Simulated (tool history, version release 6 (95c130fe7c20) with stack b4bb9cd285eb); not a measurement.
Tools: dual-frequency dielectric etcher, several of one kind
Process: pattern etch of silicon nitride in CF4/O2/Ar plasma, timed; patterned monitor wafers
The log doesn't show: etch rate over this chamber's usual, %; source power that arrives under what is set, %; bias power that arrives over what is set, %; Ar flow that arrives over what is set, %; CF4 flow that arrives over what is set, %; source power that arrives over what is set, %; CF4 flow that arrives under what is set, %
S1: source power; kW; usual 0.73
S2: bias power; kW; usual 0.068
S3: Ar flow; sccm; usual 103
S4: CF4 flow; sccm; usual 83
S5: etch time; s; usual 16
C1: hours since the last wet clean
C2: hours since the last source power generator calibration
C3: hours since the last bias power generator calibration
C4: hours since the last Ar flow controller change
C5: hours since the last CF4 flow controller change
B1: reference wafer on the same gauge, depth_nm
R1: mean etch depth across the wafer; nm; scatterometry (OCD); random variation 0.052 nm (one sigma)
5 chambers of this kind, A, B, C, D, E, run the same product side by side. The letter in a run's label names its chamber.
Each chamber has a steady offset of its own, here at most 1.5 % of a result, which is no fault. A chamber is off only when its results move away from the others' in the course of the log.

run,hour,S1,S2,S3,S4,S5,C1,C2,C3,C4,C5,B1,R1
1D,7,0.73,0.068,103,83,16,192,4287.9,1970.9,3621.8,2259.5,38.694,46.185
2E,17.8,0.73,0.068,103,83,16,311.3,2019.7,360.1,1478.2,765.8,38.694,46.201
3C,25.8,0.73,0.068,103,83,16,306.6,661,4281.3,750,270.7,38.681,45.966
4B,34.7,0.73,0.068,103,83,16,139.4,446.2,523.3,349.9,927.8,38.69,45.888
5A,43.4,0.73,0.068,103,83,16,336.7,2684.2,1308.4,3946.7,4836.1,38.677,45.541
6D,52.3,0.73,0.082,103,83,16,237.3,4333.2,2016.2,3667.1,2304.8,38.675,49.731
7C,60.7,0.73,0.082,103,83,16,341.5,695.9,4316.2,784.9,305.6,38.665,49.799
8B,68.6,0.73,0.082,103,83,16,173.3,480.1,557.2,383.8,961.7,38.673,49.41
9A,76.6,0.73,0.082,103,83,16,369.9,2717.4,1341.6,3979.9,4869.3,38.658,49.05
10E,86.4,0.73,0.082,103,83,16,379.9,2088.3,428.7,1546.8,834.4,38.657,49.768
11A,96.1,0.73,0.068,103,83,16,389.4,2736.9,1361.1,3999.4,4888.8,38.657,45.515
12D,103.1,0.73,0.068,103,83,16,288.1,4384,2067,3717.9,2355.6,38.652,46.138
13B,115.3,0.73,0.068,103,83,16,220,526.8,603.9,430.5,1008.4,38.647,45.894
14E,125,0.73,0.068,103,83,16,418.5,2126.9,467.3,1585.4,873,38.634,46.114
15C,137.6,0.73,0.068,103,83,16,418.4,772.8,4393.1,861.8,382.5,38.644,46.05
16A,149.6,0.73,0.068,103,83,16,442.9,2790.4,1414.6,4052.9,4942.3,38.635,45.537
17D,159.7,0.86,0.068,103,83,16,344.7,4440.6,2123.6,3774.5,2412.2,38.632,53.067
# hour 161.7: chamber E: wet clean of the chamber
# hour 163.5: chamber D: wet clean of the chamber
# hour 163.7: chamber C: wet clean of the chamber
18C,166.6,0.86,0.068,103,83,16,2.9,801.8,4422.1,890.8,411.5,38.607,52.948
19E,173.1,0.86,0.068,103,83,16,11.4,2175,515.4,1633.5,921.1,38.618,53.185
20B,181.1,0.86,0.068,103,83,16,285.8,592.6,669.7,496.3,1074.2,38.616,52.776
21C,188.4,0.86,0.068,103,83,16,24.7,823.6,4443.9,912.6,433.3,38.61,52.899
22E,197.9,0.73,0.068,103,83,16,36.2,2199.8,540.2,1658.3,945.9,38.605,46.179
23D,204.1,0.73,0.068,103,83,16,40.6,4485,2168,3818.9,2456.6,38.603,46.034
24A,214.5,0.73,0.068,103,83,16,507.8,2855.3,1479.5,4117.8,5007.2,38.603,45.473
25B,223.1,0.73,0.068,103,83,16,327.8,634.6,711.7,538.3,1116.2,38.598,45.803
26C,231.5,0.73,0.068,103,83,16,67.8,866.7,4487,955.7,476.4,38.594,45.872
27A,239.9,0.73,0.068,103,83,16,533.2,2880.7,1504.9,4143.2,5032.6,38.583,45.515
28D,249.1,0.6,0.068,103,83,18,85.6,4530,2213,3863.9,2501.6,38.589,43.715
# hour 249.9: chamber D: source power generator calibrated
29E,255.7,0.6,0.068,103,83,18,94,2257.6,598,1716.1,1003.7,38.582,43.735
30B,264.9,0.6,0.068,103,83,18,369.6,676.4,753.5,580.1,1158,38.572,43.503
31C,271.2,0.6,0.068,103,83,18,107.5,906.4,4526.7,995.4,516.1,38.578,43.652
32B,283.3,0.6,0.068,103,83,18,388,694.8,771.9,598.5,1176.4,38.566,43.475
# hour 284: chamber B: wet clean of the chamber
33A,295.6,0.73,0.068,103,83,16,588.9,2936.4,1560.6,4198.9,5088.3,38.55,45.432
34D,303.7,0.73,0.068,103,83,16,140.2,53.8,2267.6,3918.5,2556.2,38.554,46.027
35E,310,0.73,0.068,103,83,16,148.3,2311.9,652.3,1770.4,1058,38.559,46.031
36D,319.2,0.73,0.068,103,83,16,155.7,69.3,2283.1,3934,2571.7,38.55,46.033
37E,327,0.73,0.068,103,102,13,165.3,2328.9,669.3,1787.4,1075,38.553,38.357
38A,333.9,0.73,0.068,103,102,13,627.2,2974.7,1598.9,4237.2,5126.6,38.534,37.943
39C,343.3,0.73,0.068,103,102,13,179.6,978.5,4598.8,1067.5,588.2,38.539,38.236
40B,349.7,0.73,0.068,103,102,13,65.8,761.2,838.3,664.9,1242.8,38.546,38.119
41B,355.8,0.73,0.068,103,102,13,71.9,767.3,844.4,671,1248.9,38.533,38.034
# hour 359.3: chamber C: bias power generator calibrated
42A,363.5,0.73,0.068,103,83,16,656.8,3004.3,1628.5,4266.8,5156.2,38.535,45.51
43C,374,0.73,0.058,103,83,18.5,210.3,1009.2,14.7,1098.2,618.9,38.517,49.801

Is one chamber off against the others, does the gauge drift, or is nothing wrong? If a chamber is off, say which, and what the likeliest cause is.

The gauge drifts, so all chambers seem to drift together. No chamber is off.
Cause: gauge reads low (%) = 0.461.

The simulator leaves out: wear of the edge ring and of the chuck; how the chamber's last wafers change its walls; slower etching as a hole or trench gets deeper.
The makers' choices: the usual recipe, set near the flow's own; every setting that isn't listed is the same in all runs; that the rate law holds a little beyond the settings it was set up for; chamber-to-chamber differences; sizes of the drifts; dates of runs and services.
